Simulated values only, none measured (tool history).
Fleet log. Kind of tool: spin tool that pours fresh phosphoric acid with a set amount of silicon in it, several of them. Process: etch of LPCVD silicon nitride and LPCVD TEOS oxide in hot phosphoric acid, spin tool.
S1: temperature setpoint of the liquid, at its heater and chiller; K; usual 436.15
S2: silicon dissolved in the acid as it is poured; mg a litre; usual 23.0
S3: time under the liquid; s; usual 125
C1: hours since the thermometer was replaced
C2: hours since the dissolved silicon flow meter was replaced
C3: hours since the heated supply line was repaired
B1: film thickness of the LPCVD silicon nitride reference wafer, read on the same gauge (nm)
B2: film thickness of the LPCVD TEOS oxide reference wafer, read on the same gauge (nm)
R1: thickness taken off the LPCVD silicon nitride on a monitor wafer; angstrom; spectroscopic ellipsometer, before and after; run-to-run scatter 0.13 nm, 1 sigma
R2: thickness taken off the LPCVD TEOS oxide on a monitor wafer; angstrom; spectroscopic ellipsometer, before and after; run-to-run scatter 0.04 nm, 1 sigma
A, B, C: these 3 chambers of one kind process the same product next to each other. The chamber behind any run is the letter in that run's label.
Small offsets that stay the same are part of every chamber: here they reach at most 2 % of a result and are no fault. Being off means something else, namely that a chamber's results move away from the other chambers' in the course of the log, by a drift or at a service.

Run 1A, hour 11.6: usual settings; C1 477.3; C2 143.1; C3 685.3; B1 120.01; B2 40.020. Result: R1 127.380 angstrom, R2 2.1668 angstrom.
Run 2B, hour 27.3: usual settings; C1 1957.7; C2 879.7; C3 118.5; B1 120.01; B2 39.954. Result: R1 129.390 angstrom, R2 2.8575 angstrom.
Run 3C, hour 34.4: usual settings; C1 584.5; C2 1783.5; C3 889.2; B1 119.99; B2 40.003. Result: R1 125.100 angstrom, R2 2.2642 angstrom.
Run 4A, hour 46.8: usual settings; C1 512.5; C2 178.3; C3 720.5; B1 120.03; B2 40.012. Result: R1 127.250 angstrom, R2 2.7895 angstrom.
At hour 58.0: chamber A: thermometer replaced.
Run 5B, hour 60.5: usual settings; C1 1990.9; C2 912.9; C3 151.7; B1 120.00; B2 40.023. Result: R1 128.190 angstrom, R2 2.5240 angstrom.
Run 6C, hour 75.8: usual settings; C1 625.9; C2 1824.9; C3 930.6; B1 120.00; B2 39.975. Result: R1 126.600 angstrom, R2 2.2721 angstrom.
At hour 77.9: chamber B: thermometer replaced.
Run 7A, hour 84.6: usual settings but S2 32.0 mg a litre; C1 26.7; C2 216.1; C3 758.3; B1 120.02; B2 39.984. Result: R1 125.970 angstrom, R2 1.3080 angstrom.
Run 8B, hour 97.7: usual settings but S2 32.0 mg a litre; C1 19.8; C2 950.1; C3 188.9; B1 119.98; B2 39.996. Result: R1 126.860 angstrom, R2 1.6012 angstrom.
Run 9C, hour 105.8: usual settings but S2 32.0 mg a litre; C1 655.9; C2 1854.9; C3 960.6; B1 120.02; B2 40.021. Result: R1 126.110 angstrom, R2 2.0264 angstrom.
Run 10A, hour 116.9: usual settings; C1 59.0; C2 248.4; C3 790.6; B1 120.02; B2 40.002. Result: R1 125.750 angstrom, R2 3.3726 angstrom.
Run 11C, hour 130.9: usual settings but S1 433.65 K, S2 30.5 mg a litre; C1 681.0; C2 1880.0; C3 985.7; B1 120.00; B2 39.993. Result: R1 117.320 angstrom, R2 1.5640 angstrom.
At hour 136.1: chamber C: dissolved silicon flow meter replaced.
Run 12B, hour 139.1: usual settings but S1 433.65 K, S2 30.5 mg a litre; C1 61.2; C2 991.5; C3 230.3; B1 120.00; B2 39.990. Result: R1 117.030 angstrom, R2 1.2641 angstrom.
Run 13C, hour 146.3: usual settings but S1 433.65 K, S2 30.5 mg a litre; C1 696.4; C2 10.2; C3 1001.1; B1 120.03; B2 39.998. Result: R1 115.370 angstrom, R2 1.6983 angstrom.
Run 14A, hour 157.9: usual settings; C1 100.0; C2 289.4; C3 831.6; B1 119.99; B2 40.016. Result: R1 128.780 angstrom, R2 2.7943 angstrom.
Run 15B, hour 165.8: usual settings but S1 433.65 K; C1 87.9; C2 1018.2; C3 257.0; B1 119.97; B2 39.974. Result: R1 117.890 angstrom, R2 1.8106 angstrom.
Run 16A, hour 178.5: usual settings but S1 433.65 K; C1 120.6; C2 310.0; C3 852.2; B1 119.99; B2 39.986. Result: R1 116.670 angstrom, R2 1.8517 angstrom.
Run 17B, hour 188.1: usual settings but S1 433.65 K; C1 110.2; C2 1040.5; C3 279.3; B1 120.00; B2 40.002. Result: R1 119.220 angstrom, R2 2.0048 angstrom.
Run 18C, hour 196.4: usual settings; C1 746.5; C2 60.3; C3 1051.2; B1 120.00; B2 40.016. Result: R1 125.590 angstrom, R2 2.3249 angstrom.
At hour 199.4: chamber C: thermometer replaced.
Run 19B, hour 206.5: usual settings; C1 128.6; C2 1058.9; C3 297.7; B1 119.98; B2 39.966. Result: R1 130.350 angstrom, R2 3.0528 angstrom.
Run 20C, hour 216.2: usual settings; C1 16.8; C2 80.1; C3 1071.0; B1 119.98; B2 40.023. Result: R1 126.410 angstrom, R2 2.2586 angstrom.
Run 21A, hour 229.0: usual settings; C1 171.1; C2 360.5; C3 902.7; B1 120.00; B2 40.004. Result: R1 129.050 angstrom, R2 2.7150 angstrom.
Run 22C, hour 241.8: usual settings; C1 42.4; C2 105.7; C3 1096.6; B1 120.03; B2 40.011. Result: R1 130.250 angstrom, R2 2.6329 angstrom.
Run 23B, hour 253.0: usual settings; C1 175.1; C2 1105.4; C3 344.2; B1 120.00; B2 40.008. Result: R1 128.810 angstrom, R2 2.0699 angstrom.
Run 24A, hour 260.4: usual settings; C1 202.5; C2 391.9; C3 934.1; B1 120.00; B2 40.026. Result: R1 127.620 angstrom, R2 2.9238 angstrom.
Run 25B, hour 267.4: usual settings; C1 189.5; C2 1119.8; C3 358.6; B1 119.99; B2 39.995. Result: R1 127.840 angstrom, R2 2.9973 angstrom.
Run 26A, hour 283.6: usual settings; C1 225.7; C2 415.1; C3 957.3; B1 120.00; B2 39.985. Result: R1 126.070 angstrom, R2 2.0562 angstrom.
Run 27C, hour 299.4: usual settings; C1 100.0; C2 163.3; C3 1154.2; B1 120.01; B2 40.034. Result: R1 128.980 angstrom, R2 2.9906 angstrom.
Run 28B, hour 310.5: usual settings but S3 60 s; C1 232.6; C2 1162.9; C3 401.7; B1 119.99; B2 39.977. Result: R1 61.693 angstrom, R2 1.2493 angstrom.
Run 29C, hour 325.1: usual settings but S3 60 s; C1 125.7; C2 189.0; C3 1179.9; B1 120.00; B2 39.982. Result: R1 60.410 angstrom, R2 1.3696 angstrom.

Decide between three cases: one chamber stands off from its peers, the gauge reading all wafers drifts, or nothing is wrong past each chamber's small offset. Where a chamber is off, say which and what most likely put it there.

Beyond each chamber's small constant offset nothing stands out, and the gauge stays steady.
